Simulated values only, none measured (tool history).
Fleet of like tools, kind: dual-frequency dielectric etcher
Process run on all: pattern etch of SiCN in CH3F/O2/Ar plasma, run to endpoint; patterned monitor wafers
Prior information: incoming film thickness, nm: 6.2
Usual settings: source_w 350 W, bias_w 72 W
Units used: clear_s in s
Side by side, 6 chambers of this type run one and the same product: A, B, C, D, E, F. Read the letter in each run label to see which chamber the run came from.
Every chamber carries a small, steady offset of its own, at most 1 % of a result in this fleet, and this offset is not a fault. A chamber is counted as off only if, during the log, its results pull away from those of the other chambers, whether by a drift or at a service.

-- hour=4.1 chamber E: wet clean of the chamber
run 1A hour=6.7 | source_w=350 bias_w=72 | clear_s=17.219
run 2F hour=12.8 | source_w=350 bias_w=72 | clear_s=17.245
run 3B hour=17.5 | source_w=350 bias_w=72 | clear_s=17.852
run 4D hour=21.7 | source_w=350 bias_w=72 | clear_s=17.32
run 5E hour=26.4 | source_w=350 bias_w=72 | clear_s=17.461
run 6C hour=33.3 | source_w=350 bias_w=72 | clear_s=17.259
run 7A hour=37.4 | source_w=350 bias_w=72 | clear_s=17.422
-- hour=43.7 chamber C: source power generator calibrated
run 8F hour=45.4 | source_w=350 bias_w=72 | clear_s=17.127
run 9B hour=53.5 | source_w=350 bias_w=72 | clear_s=17.6
-- hour=56.4 chamber C: wet clean of the chamber
run 10D hour=59.4 | source_w=350 bias_w=72 | clear_s=17.109
run 11C hour=66 | source_w=350 bias_w=72 | clear_s=17.254
run 12E hour=71.5 | source_w=350 bias_w=72 | clear_s=17.451
run 13A hour=76.5 | source_w=350 bias_w=72 | clear_s=17.324
run 14C hour=81.2 | source_w=350 bias_w=72 | clear_s=17.301
run 15B hour=88 | source_w=350 bias_w=72 | clear_s=17.459
-- hour=92.4 chamber A: wet clean of the chamber
run 16E hour=95.2 | source_w=350 bias_w=72 | clear_s=17.329
-- hour=97.1 chamber E: bias power generator calibrated
run 17F hour=103.2 | source_w=350 bias_w=72 | clear_s=17.409
run 18D hour=109.4 | source_w=310 bias_w=84 | clear_s=17.103
run 19B hour=116 | source_w=310 bias_w=84 | clear_s=17.583
-- hour=122.5 chamber D: wet clean of the chamber
run 20F hour=123.3 | source_w=310 bias_w=84 | clear_s=17.103
run 21A hour=131.3 | source_w=310 bias_w=84 | clear_s=17.116
run 22D hour=140.1 | source_w=310 bias_w=84 | clear_s=17.178
run 23E hour=145.9 | source_w=310 bias_w=84 | clear_s=17.198
run 24C hour=151.5 | source_w=350 bias_w=72 | clear_s=17.381
run 25F hour=158.1 | source_w=350 bias_w=59 | clear_s=18.491
run 26E hour=164.5 | source_w=350 bias_w=59 | clear_s=18.61
run 27D hour=170.4 | source_w=350 bias_w=59 | clear_s=18.403
run 28C hour=177.4 | source_w=350 bias_w=59 | clear_s=18.71
run 29B hour=185.9 | source_w=350 bias_w=59 | clear_s=19.268
run 30A hour=190.6 | source_w=350 bias_w=59 | clear_s=18.614
run 31D hour=194.6 | source_w=350 bias_w=72 | clear_s=17.301
run 32B hour=202.6 | source_w=350 bias_w=72 | clear_s=17.96
run 33F hour=209 | source_w=350 bias_w=72 | clear_s=17.225
run 34C hour=212.9 | source_w=350 bias_w=72 | clear_s=17.286
run 35E hour=221 | source_w=350 bias_w=72 | clear_s=17.486
run 36A hour=226.5 | source_w=350 bias_w=72 | clear_s=17.416
run 37E hour=231 | source_w=350 bias_w=63 | clear_s=18.146
run 38C hour=238 | source_w=350 bias_w=63 | clear_s=18.07
run 39A hour=245.1 | source_w=350 bias_w=63 | clear_s=18.001
run 40D hour=253 | source_w=350 bias_w=63 | clear_s=18.1
run 41B hour=258.8 | source_w=350 bias_w=63 | clear_s=19.09
run 42F hour=263 | source_w=350 bias_w=63 | clear_s=18.23
run 43D hour=270.1 | source_w=350 bias_w=72 | clear_s=17.39

Has any chamber moved away from the others, gradually or after a service, or does the common gauge drift, or do the chambers differ only by their own small steady offsets? State the chamber and the most likely cause if one applies.

Chamber B drifts away from the others.
Most likely cause: etch rate under this chamber's usual, % = 3.8.

Chamber B could run next with any of the 4 candidate recipes listed below; each alters the usual settings, and their results appear as question marks. Which one brings its results back in line with what the other chambers deliver on the usual settings?
Maximum distance from the other chambers' mean on the usual settings for a result to count as in line: clear_s 0.34 s
run 44B-1 hour=276.4 | source_w=460 bias_w=72 | clear_s=?
run 44B-2 hour=276.4 | source_w=320 bias_w=67 | clear_s=?
run 44B-3 hour=276.4 | source_w=380 bias_w=77 | clear_s=?
run 44B-4 hour=276.4 | source_w=260 bias_w=72 | clear_s=?

What the other chambers average on the usual settings: clear_s 17.338 s
run=44B-1 clear_s=16.534
run=44B-2 clear_s=19.437
run=44B-3 clear_s=17.35
run=44B-4 clear_s=20.478
44B-3 brings the chamber back in line.

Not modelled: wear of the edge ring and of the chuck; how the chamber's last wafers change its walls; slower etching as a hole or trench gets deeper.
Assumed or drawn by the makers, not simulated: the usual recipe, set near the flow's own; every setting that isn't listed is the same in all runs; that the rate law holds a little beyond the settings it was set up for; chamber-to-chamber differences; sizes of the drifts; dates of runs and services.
